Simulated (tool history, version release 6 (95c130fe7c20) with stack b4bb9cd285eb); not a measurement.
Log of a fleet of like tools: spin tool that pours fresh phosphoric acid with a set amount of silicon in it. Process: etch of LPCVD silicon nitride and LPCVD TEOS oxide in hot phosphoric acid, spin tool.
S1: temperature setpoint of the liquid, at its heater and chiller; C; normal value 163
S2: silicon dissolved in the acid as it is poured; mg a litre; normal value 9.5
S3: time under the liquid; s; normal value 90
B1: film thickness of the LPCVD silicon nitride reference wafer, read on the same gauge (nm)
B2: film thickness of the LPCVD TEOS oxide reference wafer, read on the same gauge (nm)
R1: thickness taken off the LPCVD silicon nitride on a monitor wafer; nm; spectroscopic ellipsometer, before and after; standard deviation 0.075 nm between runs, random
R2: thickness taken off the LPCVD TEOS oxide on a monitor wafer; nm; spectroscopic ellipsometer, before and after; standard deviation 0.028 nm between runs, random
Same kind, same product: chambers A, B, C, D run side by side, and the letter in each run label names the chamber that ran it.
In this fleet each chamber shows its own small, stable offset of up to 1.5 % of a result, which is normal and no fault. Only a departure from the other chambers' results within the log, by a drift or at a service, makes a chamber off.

Run 1C, hour 6.1: usual settings; B1 100.02; B2 80.027. Result: R1 10.405 nm, R2 0.44128 nm.
Run 2A, hour 13.8: usual settings; B1 99.998; B2 80.017. Result: R1 10.618 nm, R2 0.42527 nm.
At hour 14.5: chamber D: thermometer replaced.
Run 3B, hour 19: usual settings; B1 100.01; B2 80.019. Result: R1 10.557 nm, R2 0.44979 nm.
Run 4D, hour 24: usual settings; B1 100; B2 79.973. Result: R1 10.319 nm, R2 0.41136 nm.
Run 5A, hour 28.6: usual settings; B1 100.02; B2 80.011. Result: R1 10.705 nm, R2 0.43907 nm.
Run 6B, hour 34.3: usual settings; B1 100.03; B2 80.007. Result: R1 10.637 nm, R2 0.41092 nm.
Run 7D, hour 41.6: usual settings; B1 99.974; B2 79.96. Result: R1 10.43 nm, R2 0.45402 nm.
Run 8C, hour 48.3: usual settings; B1 100.03; B2 80.008. Result: R1 10.408 nm, R2 0.46459 nm.
Run 9B, hour 57.2: usual settings; B1 99.989; B2 79.984. Result: R1 10.504 nm, R2 0.4788 nm.
Run 10D, hour 64: usual settings; B1 100.01; B2 79.98. Result: R1 10.369 nm, R2 0.42118 nm.
Run 11C, hour 70.5: usual settings; B1 100.05; B2 79.975. Result: R1 10.307 nm, R2 0.4612 nm.
Run 12A, hour 79.5: usual settings; B1 99.995; B2 79.975. Result: R1 10.665 nm, R2 0.44267 nm.
Run 13B, hour 88.4: usual settings; B1 99.998; B2 80.018. Result: R1 10.456 nm, R2 0.45267 nm.
Run 14C, hour 94.3: usual settings; B1 99.953; B2 79.992. Result: R1 10.231 nm, R2 0.45117 nm.
Run 15D, hour 102.1: usual settings but S1 165.5 C, S3 40 s; B1 100.01; B2 79.987. Result: R1 5.0062 nm, R2 0.25714 nm.
Run 16A, hour 107.9: usual settings but S1 165.5 C, S3 40 s; B1 100.05; B2 80.012. Result: R1 5.0903 nm, R2 0.27169 nm.
Run 17B, hour 114.3: usual settings but S1 165.5 C, S3 40 s; B1 100.01; B2 79.991. Result: R1 4.9477 nm, R2 0.25314 nm.
Run 18A, hour 123.1: usual settings but S1 165.5 C, S3 40 s; B1 99.982; B2 79.99. Result: R1 5.0858 nm, R2 0.23681 nm.
Run 19C, hour 131.3: usual settings; B1 100.02; B2 80.005. Result: R1 10.428 nm, R2 0.47035 nm.
Run 20D, hour 137.1: usual settings; B1 99.972; B2 79.996. Result: R1 10.355 nm, R2 0.45081 nm.
Run 21C, hour 143.2: usual settings; B1 99.949; B2 79.968. Result: R1 10.546 nm, R2 0.43112 nm.
Run 22B, hour 151.1: usual settings but S2 15 mg a litre, S3 105 s; B1 100.03; B2 80.022. Result: R1 11.793 nm, R2 0.40564 nm.
Run 23D, hour 156.1: usual settings but S2 15 mg a litre, S3 105 s; B1 99.98; B2 79.986. Result: R1 11.924 nm, R2 0.45834 nm.
At hour 160.1: chamber D: heated supply line repaired.
Run 24A, hour 162.3: usual settings but S2 15 mg a litre, S3 105 s; B1 100.01; B2 79.988. Result: R1 12.425 nm, R2 0.48405 nm.
Run 25C, hour 168.3: usual settings but S2 15 mg a litre, S3 105 s; B1 100.05; B2 79.991. Result: R1 12.085 nm, R2 0.50298 nm.
Run 26D, hour 175.6: usual settings; B1 100.01; B2 79.989. Result: R1 10.277 nm, R2 0.4721 nm.
Run 27A, hour 179.7: usual settings but S2 6 mg a litre; B1 100.05; B2 79.994. Result: R1 10.543 nm, R2 0.49953 nm.
Run 28B, hour 189: usual settings but S2 6 mg a litre; B1 99.972; B2 79.983. Result: R1 10.044 nm, R2 0.42115 nm.
Run 29B, hour 193.9: usual settings but S2 6 mg a litre; B1 99.997; B2 79.983. Result: R1 9.9905 nm, R2 0.43549 nm.
Run 30C, hour 203.2: usual settings but S2 6 mg a litre; B1 99.988; B2 79.997. Result: R1 10.387 nm, R2 0.48626 nm.
Run 31D, hour 210: usual settings; B1 100.02; B2 79.994. Result: R1 10.387 nm, R2 0.44181 nm.
Run 32A, hour 215.7: usual settings; B1 99.994; B2 80.003. Result: R1 10.603 nm, R2 0.43439 nm.
Run 33A, hour 224.8: usual settings; B1 100.03; B2 80.013. Result: R1 10.592 nm, R2 0.49268 nm.
Run 34D, hour 233: usual settings but S1 164 C; B1 100.01; B2 79.992. Result: R1 10.663 nm, R2 0.47801 nm.

Read the log: is a single chamber off, either drifting away or since a service, is the gauge that measures every chamber drifting, or is nothing wrong beyond small per-chamber offsets? Name any odd chamber and what most likely caused it.

Little by little, chamber B moves away from the other chambers.
Most likely cause: liquid colder than its thermometer reads (K) = 2.26.
With only this log, it may be confused with: temperature lost on the way to the wafer (K).

Here are 4 candidates for chamber B's next run, each the usual settings with a change, their results left as question marks. Which one brings its results back in line with what the others give on the usual settings?
In-line tolerance around the mean of the other chambers on the usual settings: R1 0.26 nm; R2 0.095 nm
Run 35B-1, hour 239.7: usual settings but S1 162.5 C, S2 10.5 mg a litre. Result: R1 ?, R2 ?.
Run 35B-2, hour 239.7: usual settings but S1 163.5 C, S2 7.5 mg a litre, S3 95 s. Result: R1 ?, R2 ?.
Run 35B-3, hour 239.7: usual settings but S1 163.5 C, S2 8.5 mg a litre. Result: R1 ?, R2 ?.
Run 35B-4, hour 239.7: usual settings but S1 162.5 C, S2 11.5 mg a litre, S3 85 s. Result: R1 ?, R2 ?.

Other chambers, usual settings, mean: R1 10.483 nm; R2 0.45039 nm
  run      R1       R2
35B-1  9.6261  0.36643
35B-2  10.514  0.44516
35B-3  9.9604  0.41285
35B-4  9.0913   0.3383
The right change is 35B-2: it brings the chamber back within the allowed miss of the others.
